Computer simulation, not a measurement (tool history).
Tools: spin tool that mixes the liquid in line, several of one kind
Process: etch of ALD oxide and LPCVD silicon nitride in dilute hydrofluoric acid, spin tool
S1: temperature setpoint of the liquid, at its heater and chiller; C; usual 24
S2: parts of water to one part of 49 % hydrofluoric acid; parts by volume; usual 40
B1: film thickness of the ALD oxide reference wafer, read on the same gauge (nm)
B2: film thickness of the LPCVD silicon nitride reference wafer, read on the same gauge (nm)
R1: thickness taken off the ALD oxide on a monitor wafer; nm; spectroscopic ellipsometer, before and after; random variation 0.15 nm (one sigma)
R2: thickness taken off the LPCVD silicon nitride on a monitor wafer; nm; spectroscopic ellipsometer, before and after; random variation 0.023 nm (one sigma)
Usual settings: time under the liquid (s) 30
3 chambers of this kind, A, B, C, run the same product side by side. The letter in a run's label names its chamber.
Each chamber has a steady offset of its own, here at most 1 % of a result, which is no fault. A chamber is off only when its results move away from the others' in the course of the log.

{"run": "1B", "hour": 4.2, "S1": 24, "S2": 40, "time under the liquid (s)": 30, "B1": 110.01, "B2": 140.01, "R1": 26.339, "R2": 0.37409}
{"run": "2A", "hour": 9.3, "S1": 24, "S2": 40, "time under the liquid (s)": 30, "B1": 109.99, "B2": 139.99, "R1": 26.219, "R2": 0.33816}
{"run": "3C", "hour": 13.1, "S1": 24, "S2": 40, "time under the liquid (s)": 30, "B1": 110.02, "B2": 140.03, "R1": 26.435, "R2": 0.37009}
{"run": "4A", "hour": 16.1, "S1": 24, "S2": 40, "time under the liquid (s)": 30, "B1": 110.01, "B2": 140.02, "R1": 26.208, "R2": 0.40039}
{"run": "5B", "hour": 19.9, "S1": 24, "S2": 40, "time under the liquid (s)": 30, "B1": 110.02, "B2": 140.04, "R1": 26.614, "R2": 0.3713}
{"run": "6C", "hour": 26.6, "S1": 24, "S2": 40, "time under the liquid (s)": 30, "B1": 110.0, "B2": 139.97, "R1": 26.364, "R2": 0.40255}
{"run": "7A", "hour": 32.7, "S1": 24, "S2": 40, "time under the liquid (s)": 30, "B1": 110.01, "B2": 139.96, "R1": 26.592, "R2": 0.36454}
{"run": "8C", "hour": 38.2, "S1": 24, "S2": 40, "time under the liquid (s)": 30, "B1": 109.97, "B2": 140.0, "R1": 26.695, "R2": 0.40322}
{"run": "9B", "hour": 42.6, "S1": 24, "S2": 40, "time under the liquid (s)": 30, "B1": 110.01, "B2": 139.99, "R1": 26.454, "R2": 0.39921}
{"run": "10B", "hour": 47.7, "S1": 24, "S2": 40, "time under the liquid (s)": 30, "B1": 110.01, "B2": 140.01, "R1": 26.458, "R2": 0.37941}
{"run": "11A", "hour": 54.4, "S1": 24, "S2": 40, "time under the liquid (s)": 30, "B1": 109.99, "B2": 140.02, "R1": 26.056, "R2": 0.37081}
{"run": "12C", "hour": 58.6, "S1": 24, "S2": 40, "time under the liquid (s)": 30, "B1": 109.97, "B2": 139.98, "R1": 26.684, "R2": 0.39044}
{"run": "13A", "hour": 63.1, "S1": 24, "S2": 40, "time under the liquid (s)": 30, "B1": 110.02, "B2": 140.04, "R1": 26.323, "R2": 0.37015}
{"run": "14C", "hour": 66.1, "S1": 24, "S2": 40, "time under the liquid (s)": 30, "B1": 109.98, "B2": 140.01, "R1": 26.63, "R2": 0.35804}
{"run": "15B", "hour": 69.4, "S1": 24, "S2": 40, "time under the liquid (s)": 30, "B1": 110.03, "B2": 139.95, "R1": 26.382, "R2": 0.37388}
{"run": "16A", "hour": 72.7, "S1": 24, "S2": 40, "time under the liquid (s)": 30, "B1": 109.98, "B2": 140.05, "R1": 26.268, "R2": 0.42343}
{"run": "17C", "hour": 77.2, "S1": 28, "S2": 25, "time under the liquid (s)": 30, "B1": 110.0, "B2": 140.01, "R1": 52.706, "R2": 0.82185}
{"run": "18B", "hour": 81.1, "S1": 28, "S2": 25, "time under the liquid (s)": 30, "B1": 109.99, "B2": 140.04, "R1": 50.757, "R2": 0.76032}
{"run": "19C", "hour": 86.5, "S1": 28, "S2": 25, "time under the liquid (s)": 30, "B1": 109.98, "B2": 140.0, "R1": 53.12, "R2": 0.80764}
{"run": "20A", "hour": 90.4, "S1": 24, "S2": 40, "time under the liquid (s)": 30, "B1": 110.04, "B2": 139.99, "R1": 26.197, "R2": 0.40536}
{"run": "21B", "hour": 94.5, "S1": 24, "S2": 40, "time under the liquid (s)": 30, "B1": 109.99, "B2": 139.99, "R1": 26.489, "R2": 0.42053}
{"run": "22A", "hour": 97.6, "S1": 24, "S2": 40, "time under the liquid (s)": 30, "B1": 110.02, "B2": 139.99, "R1": 26.113, "R2": 0.36972}
{"run": "23C", "hour": 100.9, "S1": 24, "S2": 40, "time under the liquid (s)": 30, "B1": 109.97, "B2": 140.02, "R1": 28.071, "R2": 0.39522}
{"run": "24B", "hour": 105.9, "S1": 27, "S2": 40, "time under the liquid (s)": 50, "B1": 110.01, "B2": 140.02, "R1": 49.888, "R2": 0.76044}
{"run": "25C", "hour": 112.0, "S1": 27, "S2": 40, "time under the liquid (s)": 50, "B1": 109.99, "B2": 140.0, "R1": 53.1, "R2": 0.82115}
{"run": "26A", "hour": 117.6, "S1": 27, "S2": 40, "time under the liquid (s)": 50, "B1": 109.99, "B2": 139.99, "R1": 50.032, "R2": 0.6843}
{"run": "27B", "hour": 122.1, "S1": 24, "S2": 40, "time under the liquid (s)": 30, "B1": 110.0, "B2": 139.98, "R1": 26.299, "R2": 0.35401}

Next, every chamber runs the same settings. What will each give?
{"run": "28A", "hour": 126.9, "S1": 24, "S2": 45, "time under the liquid (s)": 30, "R1": "?", "R2": "?"}
{"run": "28B", "hour": 126.9, "S1": 24, "S2": 45, "time under the liquid (s)": 30, "R1": "?", "R2": "?"}
{"run": "28C", "hour": 126.9, "S1": 24, "S2": 45, "time under the liquid (s)": 30, "R1": "?", "R2": "?"}

run=28A R1=23.144 R2=0.31215
run=28B R1=23.154 R2=0.34552
run=28C R1=25.126 R2=0.40528
